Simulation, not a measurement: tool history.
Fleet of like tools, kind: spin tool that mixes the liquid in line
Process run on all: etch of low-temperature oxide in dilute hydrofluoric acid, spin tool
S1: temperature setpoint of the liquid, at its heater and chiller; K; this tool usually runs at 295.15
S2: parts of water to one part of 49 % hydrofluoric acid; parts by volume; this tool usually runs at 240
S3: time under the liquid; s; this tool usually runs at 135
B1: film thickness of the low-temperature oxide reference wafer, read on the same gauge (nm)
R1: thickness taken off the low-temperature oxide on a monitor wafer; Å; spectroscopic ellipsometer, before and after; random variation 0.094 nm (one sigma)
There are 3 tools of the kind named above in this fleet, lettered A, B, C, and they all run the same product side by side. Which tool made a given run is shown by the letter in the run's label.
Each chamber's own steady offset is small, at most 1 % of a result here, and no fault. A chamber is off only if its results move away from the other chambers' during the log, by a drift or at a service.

run 1C hour=8.6 | S1=295.15 S2=240 S3=135 | B1=29.988 | R1=143.54
run 2A hour=13.5 | S1=295.15 S2=240 S3=135 | B1=30.017 | R1=147.06
run 3B hour=20.8 | S1=295.15 S2=240 S3=135 | B1=30.018 | R1=144.70
run 4B hour=27.8 | S1=295.15 S2=240 S3=135 | B1=29.963 | R1=145.21
run 5A hour=33.7 | S1=295.15 S2=240 S3=135 | B1=29.981 | R1=144.87
-- hour=40.6 chamber C: hydrofluoric acid flow meter replaced
run 6C hour=42.3 | S1=295.15 S2=240 S3=135 | B1=30.014 | R1=143.79
run 7A hour=49.9 | S1=295.15 S2=240 S3=135 | B1=29.991 | R1=144.81
run 8C hour=56.7 | S1=295.15 S2=240 S3=135 | B1=29.971 | R1=144.72
run 9B hour=61.7 | S1=295.15 S2=240 S3=135 | B1=30.000 | R1=147.96
run 10A hour=68.9 | S1=293.65 S2=240 S3=110 | B1=30.003 | R1=112.44
run 11B hour=78.0 | S1=293.65 S2=240 S3=110 | B1=30.011 | R1=115.03
run 12C hour=83.6 | S1=293.65 S2=240 S3=110 | B1=30.004 | R1=110.76
run 13B hour=91.8 | S1=295.15 S2=240 S3=135 | B1=29.984 | R1=149.84
run 14C hour=96.2 | S1=295.15 S2=240 S3=135 | B1=30.021 | R1=144.72
run 15A hour=105.0 | S1=295.15 S2=240 S3=135 | B1=29.973 | R1=142.35
run 16B hour=111.6 | S1=295.15 S2=240 S3=135 | B1=30.017 | R1=153.00
run 17C hour=116.1 | S1=295.15 S2=240 S3=135 | B1=30.032 | R1=145.05
run 18A hour=120.6 | S1=295.15 S2=240 S3=135 | B1=30.031 | R1=146.55
run 19C hour=129.2 | S1=295.15 S2=240 S3=135 | B1=29.978 | R1=143.88
run 20A hour=137.3 | S1=295.15 S2=240 S3=135 | B1=30.055 | R1=143.76
run 21B hour=145.3 | S1=295.15 S2=240 S3=135 | B1=30.049 | R1=154.59

Is one chamber off against the others, does the gauge drift, or is nothing wrong? If a chamber is off, say which, and what the likeliest cause is.

Chamber B drifts away from the others.
Likeliest cause: hydrofluoric acid flow above the setpoint (%) = 6.03.
It could be hard to tell apart here from: liquid hotter than its thermometer reads (K).

Chamber B could run next with any of the 4 candidate recipes listed below; each alters the usual settings, and their results appear as question marks. Which one brings its results back in line with what the other chambers deliver on the usual settings?
Maximum distance from the other chambers' mean on the usual settings for a result to count as in line: R1 3.30 Å
run 22B-1 hour=152.6 | S1=295.15 S2=245 S3=135 | R1=?
run 22B-2 hour=152.6 | S1=295.15 S2=240 S3=140 | R1=?
run 22B-3 hour=152.6 | S1=295.15 S2=240 S3=145 | R1=?
run 22B-4 hour=152.6 | S1=295.15 S2=245 S3=130 | R1=?

Average result of the remaining chambers running the usual settings: R1 144.47 Å
run=22B-1 R1=151.53
run=22B-2 R1=161.13
run=22B-3 R1=166.89
run=22B-4 R1=145.91
The right change is 22B-4: it brings the chamber back within the allowed miss of the others.
